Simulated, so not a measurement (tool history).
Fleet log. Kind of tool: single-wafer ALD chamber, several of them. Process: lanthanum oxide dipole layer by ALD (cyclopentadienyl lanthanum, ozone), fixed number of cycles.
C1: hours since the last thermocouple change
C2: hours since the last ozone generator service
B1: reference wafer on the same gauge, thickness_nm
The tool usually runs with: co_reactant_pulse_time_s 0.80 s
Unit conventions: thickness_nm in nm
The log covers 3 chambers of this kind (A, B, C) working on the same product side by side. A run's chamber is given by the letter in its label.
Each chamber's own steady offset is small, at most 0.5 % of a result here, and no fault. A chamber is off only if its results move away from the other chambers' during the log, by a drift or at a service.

Run 1C, day 0.254: usual settings; C1 609.8; C2 144.6; B1 0.45507. Result: thickness_nm 0.45886 nm.
Run 2B, day 0.446: usual settings; C1 1510.2; C2 668.6; B1 0.45535. Result: thickness_nm 0.46039 nm.
Run 3A, day 0.746: usual settings; C1 470.0; C2 716.9; B1 0.45494. Result: thickness_nm 0.46231 nm.
Run 4A, day 1.008: usual settings; C1 476.3; C2 723.2; B1 0.45557. Result: thickness_nm 0.46053 nm.
Run 5B, day 1.371: usual settings; C1 1532.4; C2 690.8; B1 0.45475. Result: thickness_nm 0.46299 nm.
Run 6C, day 1.621: usual settings but co_reactant_pulse_time_s 1.11 s; C1 642.6; C2 177.4; B1 0.45531. Result: thickness_nm 0.51327 nm.
Run 7B, day 1.992: usual settings but co_reactant_pulse_time_s 1.11 s; C1 1547.3; C2 705.7; B1 0.45497. Result: thickness_nm 0.51878 nm.
Run 8A, day 2.183: usual settings but co_reactant_pulse_time_s 1.11 s; C1 504.5; C2 751.4; B1 0.45486. Result: thickness_nm 0.51903 nm.
Run 9C, day 2.483: usual settings; C1 663.3; C2 198.1; B1 0.45481. Result: thickness_nm 0.46115 nm.
Run 10C, day 2.662: usual settings; C1 667.6; C2 202.4; B1 0.45508. Result: thickness_nm 0.46157 nm.
Run 11B, day 2.988: usual settings; C1 1571.2; C2 729.6; B1 0.45517. Result: thickness_nm 0.46364 nm.
Run 12A, day 3.300: usual settings; C1 531.3; C2 778.2; B1 0.45472. Result: thickness_nm 0.46143 nm.
Run 13A, day 3.525: usual settings but co_reactant_pulse_time_s 0.50 s; C1 536.7; C2 783.6; B1 0.45474. Result: thickness_nm 0.36552 nm.
Run 14C, day 3.900: usual settings but co_reactant_pulse_time_s 0.50 s; C1 697.3; C2 232.1; B1 0.45483. Result: thickness_nm 0.36201 nm.
Run 15B, day 4.117: usual settings but co_reactant_pulse_time_s 0.50 s; C1 1598.3; C2 756.7; B1 0.45484. Result: thickness_nm 0.36744 nm.
Run 16A, day 4.438: usual settings; C1 558.6; C2 805.5; B1 0.45521. Result: thickness_nm 0.46417 nm.
Run 17C, day 4.788: usual settings; C1 718.6; C2 253.4; B1 0.45540. Result: thickness_nm 0.46434 nm.
Run 18B, day 5.112: usual settings but co_reactant_pulse_time_s 0.65 s; C1 1622.2; C2 780.6; B1 0.45473. Result: thickness_nm 0.42116 nm.
Run 19C, day 5.408: usual settings but co_reactant_pulse_time_s 0.65 s; C1 733.5; C2 268.3; B1 0.45516. Result: thickness_nm 0.42147 nm.
Run 20B, day 5.717: usual settings but co_reactant_pulse_time_s 0.65 s; C1 1636.7; C2 795.1; B1 0.45449. Result: thickness_nm 0.42515 nm.
Run 21A, day 5.900: usual settings but co_reactant_pulse_time_s 0.50 s; C1 593.7; C2 840.6; B1 0.45465. Result: thickness_nm 0.36647 nm.
Run 22C, day 6.096: usual settings but co_reactant_pulse_time_s 0.50 s; C1 750.0; C2 284.8; B1 0.45519. Result: thickness_nm 0.36389 nm.
Run 23A, day 6.450: usual settings but co_reactant_pulse_time_s 0.50 s; C1 606.9; C2 853.8; B1 0.45506. Result: thickness_nm 0.36592 nm.
Run 24B, day 6.733: usual settings; C1 1661.1; C2 819.5; B1 0.45528. Result: thickness_nm 0.46292 nm.
At day 6.929: chamber B: ozone generator serviced.
Run 25C, day 6.996: usual settings; C1 771.6; C2 306.4; B1 0.45502. Result: thickness_nm 0.45815 nm.
Run 26B, day 7.158: usual settings; C1 1671.3; C2 5.5; B1 0.45469. Result: thickness_nm 0.46548 nm.
Run 27A, day 7.367: usual settings; C1 628.9; C2 875.8; B1 0.45508. Result: thickness_nm 0.46393 nm.
Run 28A, day 7.721: usual settings; C1 637.4; C2 884.3; B1 0.45506. Result: thickness_nm 0.46229 nm.
Run 29C, day 7.921: usual settings; C1 793.8; C2 328.6; B1 0.45453. Result: thickness_nm 0.45877 nm.
Run 30B, day 8.100: usual settings but co_reactant_pulse_time_s 0.58 s; C1 1693.9; C2 28.1; B1 0.45538. Result: thickness_nm 0.39769 nm.
Run 31C, day 8.396: usual settings but co_reactant_pulse_time_s 0.58 s; C1 805.2; C2 340.0; B1 0.45503. Result: thickness_nm 0.39773 nm.
Run 32A, day 8.600: usual settings but co_reactant_pulse_time_s 0.58 s; C1 658.5; C2 905.4; B1 0.45515. Result: thickness_nm 0.39868 nm.
Run 33B, day 8.879: usual settings; C1 1712.6; C2 46.8; B1 0.45539. Result: thickness_nm 0.46112 nm.
Run 34A, day 9.246: usual settings; C1 674.0; C2 920.9; B1 0.45476. Result: thickness_nm 0.46461 nm.
Run 35B, day 9.600: usual settings; C1 1729.9; C2 64.1; B1 0.45517. Result: thickness_nm 0.46380 nm.
Run 36C, day 9.975: usual settings; C1 843.1; C2 377.9; B1 0.45504. Result: thickness_nm 0.45993 nm.
Run 37A, day 10.325: usual settings; C1 699.9; C2 946.8; B1 0.45498. Result: thickness_nm 0.46293 nm.
Run 38B, day 10.542: usual settings; C1 1752.5; C2 86.7; B1 0.45505. Result: thickness_nm 0.46391 nm.
Run 39C, day 10.867: usual settings; C1 864.5; C2 399.3; B1 0.45464. Result: thickness_nm 0.46096 nm.
Run 40B, day 11.125: usual settings; C1 1766.5; C2 100.7; B1 0.45541. Result: thickness_nm 0.46650 nm.

All 3 chambers run these settings next. Forecast each chamber's results:
Run 41A, day 11.392: usual settings but co_reactant_pulse_time_s 0.90 s. Result: thickness_nm ?.
Run 41B, day 11.392: usual settings but co_reactant_pulse_time_s 0.90 s. Result: thickness_nm ?.
Run 41C, day 11.392: usual settings but co_reactant_pulse_time_s 0.90 s. Result: thickness_nm ?.

run  thickness_nm
41A       0.48465
41B       0.48447
41C       0.47946
